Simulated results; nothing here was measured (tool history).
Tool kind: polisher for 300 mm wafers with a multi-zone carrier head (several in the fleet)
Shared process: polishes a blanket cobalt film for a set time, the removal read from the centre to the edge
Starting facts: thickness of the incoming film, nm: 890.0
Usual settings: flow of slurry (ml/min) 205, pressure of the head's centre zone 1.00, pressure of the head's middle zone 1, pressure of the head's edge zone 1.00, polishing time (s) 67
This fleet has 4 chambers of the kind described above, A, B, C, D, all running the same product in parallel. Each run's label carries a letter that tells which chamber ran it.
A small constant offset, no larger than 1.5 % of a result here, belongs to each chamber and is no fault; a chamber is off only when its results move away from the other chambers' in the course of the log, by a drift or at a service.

run	hour	flow of slurry (ml/min)	pressure of the head's centre zone	pressure of the head's middle zone	pressure of the head's edge zone	polishing time (s)	film removed at the wafer's centre (angstrom)	film removed at mid-radius (angstrom)	film removed at the wafer's edge (angstrom)
1D	12.0	205	1.00	1	1.00	67	3247.3	3274.3	3258.1
# hour 12.9: chamber C: edge zone pressure recalibrated
2B	21.5	205	1.00	1	1.00	67	3290.7	3241.1	3287.0
# hour 32.8: chamber A: worn pad replaced by a new one
3C	33.8	205	1.00	1	1.00	67	3273.2	3138.5	3294.8
4A	39.4	205	1.00	1	1.00	67	3298.3	3221.3	3261.6
5B	47.7	205	1.08	1	1.00	49	2618.3	2410.9	2423.6
6C	59.2	205	1.08	1	1.00	49	2591.7	2337.4	2353.3
# hour 63.9: chamber C: worn pad replaced by a new one
7D	70.1	205	1.08	1	1.00	49	2573.0	2356.8	2350.2
8A	77.7	205	1.08	1	1.00	49	2573.7	2417.4	2361.6
# hour 79.8: chamber D: worn pad replaced by a new one
9A	84.2	205	0.95	1	1.00	67	3067.1	3236.7	3253.2
# hour 89.4: chamber C: slurry nozzle cleaned
10B	94.8	205	0.95	1	1.00	67	3114.4	3288.1	3243.7
11C	101.3	205	0.95	1	1.00	67	3034.9	3248.9	3295.4
12D	109.0	205	0.95	1	1.00	67	3145.3	3239.2	3327.3
13D	120.4	205	1.00	1	1.00	67	3319.2	3264.8	3257.3
14C	131.3	205	1.00	1	1.00	67	3336.2	3233.5	3325.6
15A	140.6	205	1.00	1	1.00	67	3250.0	3289.9	3244.1
16B	150.2	205	0.91	1	0.89	67	2994.9	3243.2	3059.0
17A	161.7	205	0.91	1	0.89	67	2939.2	3276.1	3093.6
18D	173.5	205	0.91	1	0.89	67	2946.3	3210.7	3071.1
# hour 175.9: chamber B: worn pad replaced by a new one
19C	183.5	205	0.91	1	0.89	67	2967.2	3257.0	3106.8
# hour 185.0: chamber A: worn pad replaced by a new one
20B	192.2	205	1.00	1	1.00	67	3294.3	3256.4	3320.4
# hour 198.9: chamber D: worn pad replaced by a new one
21B	200.6	205	1.00	1	1.00	67	3293.4	3282.7	3275.5
# hour 209.2: chamber C: worn pad replaced by a new one
22C	209.7	205	1.06	1	1.00	67	3488.0	3253.2	3283.7
23D	219.2	205	1.06	1	1.00	67	3403.6	3197.9	3216.0
24A	229.7	205	1.06	1	1.00	67	3472.9	3324.6	3215.1
25B	238.1	205	1.06	1	1.00	67	3569.0	3284.1	3272.2
26C	248.4	205	1.00	1	1.00	67	3297.0	3271.5	3262.5
27D	258.7	205	1.00	1	1.00	67	3163.5	3195.3	3179.5
28A	270.9	205	1.00	1	1.00	67	3217.7	3276.5	3248.0
# hour 281.2: chamber A: slurry nozzle cleaned
29A	282.2	205	1.07	1	0.96	67	3574.9	3326.0	3230.4
30D	292.2	205	1.07	1	0.96	67	3330.6	3074.4	3042.6
# hour 300.5: chamber B: slurry nozzle cleaned
31B	302.6	205	1.07	1	0.96	67	3615.5	3288.8	3227.7
# hour 313.5: chamber C: centre zone pressure recalibrated
32C	314.8	205	1.07	1	0.96	67	3564.8	3214.4	3216.5

Which is it: a chamber that has drifted or been left off by a service, a gauge drift common to all chambers, or only each chamber's usual small offset? If a chamber is off, name it and its likeliest cause.

Chamber D drifts away from the others.
Likeliest cause: slurry flow missing at the pad, % = 32.9.

Here are 4 candidates for chamber D's next run, each the usual settings with a change, their results left as question marks. Which one brings its results back in line with what the others give on the usual settings?
In line means no further than this from the other chambers' mean on the usual settings: film removed at the wafer's centre (angstrom) 160.0; film removed at mid-radius (angstrom) 100.0; film removed at the wafer's edge (angstrom) 110.0
33D-1	323.8	200	0.98	0.99	1.01	60	?	?	?
33D-2	323.8	210	1.01	1.01	1.00	71	?	?	?
33D-3	323.8	210	1.02	1.01	0.99	74	?	?	?
33D-4	323.8	200	0.99	0.99	1.00	63	?	?	?

The mean the other chambers reach with the usual settings: film removed at the wafer's centre (angstrom) 3281.8; film removed at mid-radius (angstrom) 3265.8; film removed at the wafer's edge (angstrom) 3271.7
run	film removed at the wafer's centre (angstrom)	film removed at mid-radius (angstrom)	film removed at the wafer's edge (angstrom)
33D-1	2645.7	2684.8	2761.2
33D-2	3275.1	3268.4	3273.1
33D-3	3450.8	3406.4	3393.3
33D-4	2809.4	2818.9	2884.0
33D-2 is the one that brings the chamber's results back in line with the other chambers.
